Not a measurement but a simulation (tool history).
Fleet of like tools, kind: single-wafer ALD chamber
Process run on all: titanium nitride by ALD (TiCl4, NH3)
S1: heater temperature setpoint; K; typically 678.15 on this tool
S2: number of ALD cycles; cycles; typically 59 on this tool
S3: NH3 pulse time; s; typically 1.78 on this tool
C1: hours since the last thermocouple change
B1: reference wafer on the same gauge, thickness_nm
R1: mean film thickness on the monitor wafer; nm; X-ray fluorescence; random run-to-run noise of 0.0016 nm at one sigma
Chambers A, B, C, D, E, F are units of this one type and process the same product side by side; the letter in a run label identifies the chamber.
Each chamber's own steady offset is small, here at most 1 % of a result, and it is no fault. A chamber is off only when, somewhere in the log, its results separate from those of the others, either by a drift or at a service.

run,day,S1,S2,S3,C1,B1,R1
1E,0.383,678.15,59,1.78,799.9,1.1197,1.2970
2D,0.750,678.15,59,1.78,788.6,1.1195,1.2988
3C,1.112,678.15,59,1.78,965.7,1.1193,1.2895
4B,1.342,678.15,59,1.78,425.4,1.1193,1.2879
5A,1.562,678.15,48,1.78,1936.9,1.1191,1.0502
6F,1.879,678.15,48,1.78,267.4,1.1192,1.0607
7F,2.204,678.15,48,1.78,275.2,1.1192,1.0600
8D,2.496,678.15,48,1.78,830.5,1.1189,1.0530
9E,2.846,678.15,48,1.78,859.0,1.1188,1.0532
10A,3.158,678.15,48,1.78,1975.2,1.1187,1.0511
11B,3.529,678.15,59,1.78,477.9,1.1184,1.2887
12C,3.750,678.15,59,1.78,1029.0,1.1182,1.2842
13A,4.092,678.15,63,1.78,1997.6,1.1180,1.3821
14C,4.362,678.15,63,1.78,1043.7,1.1180,1.3764
15F,4.788,678.15,63,1.78,337.2,1.1177,1.3904
16E,5.083,678.15,63,1.78,912.7,1.1172,1.3817
17B,5.400,678.15,63,1.78,522.8,1.1173,1.3716
18D,5.729,678.15,63,1.78,908.1,1.1176,1.3794
19E,5.954,678.15,59,1.78,933.6,1.1173,1.2924
20D,6.392,678.15,59,1.78,924.0,1.1169,1.2897
21F,6.858,678.15,59,1.78,386.9,1.1170,1.3009
22A,7.112,678.15,51,2.02,2070.1,1.1170,1.1172
23C,7.471,678.15,51,2.02,1118.3,1.1164,1.1169
24B,7.833,678.15,51,2.02,581.2,1.1167,1.1167
25B,8.271,678.15,51,2.02,591.7,1.1159,1.1146
26E,8.504,678.15,51,2.02,994.8,1.1161,1.1198
27C,8.921,678.15,51,2.02,1153.1,1.1162,1.1177
28D,9.254,678.15,59,1.78,992.7,1.1157,1.2907
29F,9.604,678.15,59,1.78,452.8,1.1158,1.2972
30A,9.862,678.15,59,1.78,2136.1,1.1153,1.2861
31C,10.183,678.15,59,1.78,1183.4,1.1154,1.2834
32E,10.458,678.15,49,1.78,1041.7,1.1151,1.0713
33D,10.917,678.15,49,1.78,1032.6,1.1149,1.0715
34B,11.188,678.15,49,1.78,661.7,1.1151,1.0655
35F,11.479,678.15,49,1.78,497.8,1.1147,1.0776
36A,11.696,678.15,49,1.78,2180.1,1.1143,1.0670
37B,11.908,678.15,49,1.78,679.0,1.1147,1.0668
38F,12.225,678.15,59,1.78,515.7,1.1144,1.2972

Next, all 6 chambers run the settings below, one line each with question marks for the results. What does each chamber give?
39A,12.571,678.15,59,2.15,,,?
39B,12.571,678.15,59,2.15,,,?
39C,12.571,678.15,59,2.15,,,?
39D,12.571,678.15,59,2.15,,,?
39E,12.571,678.15,59,2.15,,,?
39F,12.571,678.15,59,2.15,,,?

run,R1
39A,1.2953
39B,1.2909
39C,1.2920
39D,1.2990
39E,1.2980
39F,1.3065
